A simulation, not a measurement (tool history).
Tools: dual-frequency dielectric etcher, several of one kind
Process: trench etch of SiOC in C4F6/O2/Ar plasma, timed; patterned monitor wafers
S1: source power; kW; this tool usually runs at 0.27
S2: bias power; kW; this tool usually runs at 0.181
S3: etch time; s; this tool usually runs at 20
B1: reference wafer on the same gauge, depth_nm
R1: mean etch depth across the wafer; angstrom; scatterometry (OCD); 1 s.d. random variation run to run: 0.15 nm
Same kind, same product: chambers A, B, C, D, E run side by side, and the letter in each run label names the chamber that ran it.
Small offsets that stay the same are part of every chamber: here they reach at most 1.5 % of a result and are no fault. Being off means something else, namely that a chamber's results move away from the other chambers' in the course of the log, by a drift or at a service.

run,day,S1,S2,S3,B1,R1
# day 0.154: chamber A: wet clean of the chamber
1E,0.258,0.27,0.181,20,38.137,353.83
2A,0.554,0.27,0.181,20,38.14,356.02
3B,0.971,0.27,0.181,20,38.086,351.47
4D,1.271,0.27,0.181,20,38.107,356.53
5C,1.621,0.27,0.181,20,38.135,356.09
6D,2.012,0.27,0.181,20,38.136,355.82
7C,2.546,0.27,0.181,20,38.135,355.14
8B,2.829,0.27,0.181,20,38.104,353.04
# day 3.279: chamber E: wet clean of the chamber
9A,3.321,0.31,0.181,20,38.053,374.93
10E,3.679,0.31,0.181,20,38.083,374.3
11D,4.033,0.31,0.181,20,38.104,379.04
12C,4.471,0.31,0.181,20,38.114,374.46
13B,4.992,0.31,0.181,20,38.058,368.8
14A,5.333,0.27,0.181,20,38.106,352.94
15E,5.696,0.27,0.181,20,38.061,355.35
16C,6.192,0.27,0.181,20,38.113,354.82
# day 6.325: chamber B: bias power generator calibrated
17A,6.567,0.29,0.181,20,38.108,362.33
18B,7.092,0.29,0.181,20,38.126,361.67
19E,7.417,0.29,0.181,20,38.11,364.08
20D,7.858,0.29,0.181,20,38.064,370.43
21D,8.404,0.29,0.181,20,38.155,368.51
22B,8.921,0.27,0.181,20,38.09,345.22
23C,9.179,0.27,0.181,20,38.066,354.78
24A,9.567,0.27,0.181,20,38.103,356.58
25E,9.996,0.27,0.181,20,38.104,352.98
26A,10.467,0.27,0.181,20,38.09,355.9
27E,11.042,0.27,0.181,20,38.079,354.78
28D,11.392,0.27,0.181,20,38.098,360.63
29B,11.9,0.27,0.181,20,38.105,345.25
30C,12.254,0.27,0.181,20,38.159,355.71
31B,12.504,0.27,0.181,20,38.108,343.67
32A,12.858,0.27,0.139,22,38.149,360.07
33D,13.204,0.27,0.139,22,38.111,361.74
34C,13.492,0.27,0.139,22,38.156,362.2
35E,13.958,0.27,0.139,22,38.083,357.84
36B,14.229,0.27,0.139,22,38.114,342.19
37E,14.504,0.27,0.181,20,38.152,352.25
38D,14.996,0.27,0.221,20,38.073,383.28
# day 15.033: chamber A: bias power generator calibrated
39C,15.533,0.27,0.221,20,38.09,380.02
40A,15.946,0.27,0.221,20,38.11,380.94
41D,16.262,0.27,0.221,20,38.091,381.73
42E,16.796,0.27,0.221,20,38.14,378.22
43C,17.179,0.27,0.181,20,38.119,352.43
44B,17.696,0.27,0.181,20,38.099,335.1

Predict what each chamber gives when all 5 of them run the settings below next.
45A,18.108,0.27,0.181,20,,?
45B,18.108,0.27,0.181,20,,?
45C,18.108,0.27,0.181,20,,?
45D,18.108,0.27,0.181,20,,?
45E,18.108,0.27,0.181,20,,?

run,R1
45A,355.72
45B,337.36
45C,355.11
45D,359.63
45E,352.27

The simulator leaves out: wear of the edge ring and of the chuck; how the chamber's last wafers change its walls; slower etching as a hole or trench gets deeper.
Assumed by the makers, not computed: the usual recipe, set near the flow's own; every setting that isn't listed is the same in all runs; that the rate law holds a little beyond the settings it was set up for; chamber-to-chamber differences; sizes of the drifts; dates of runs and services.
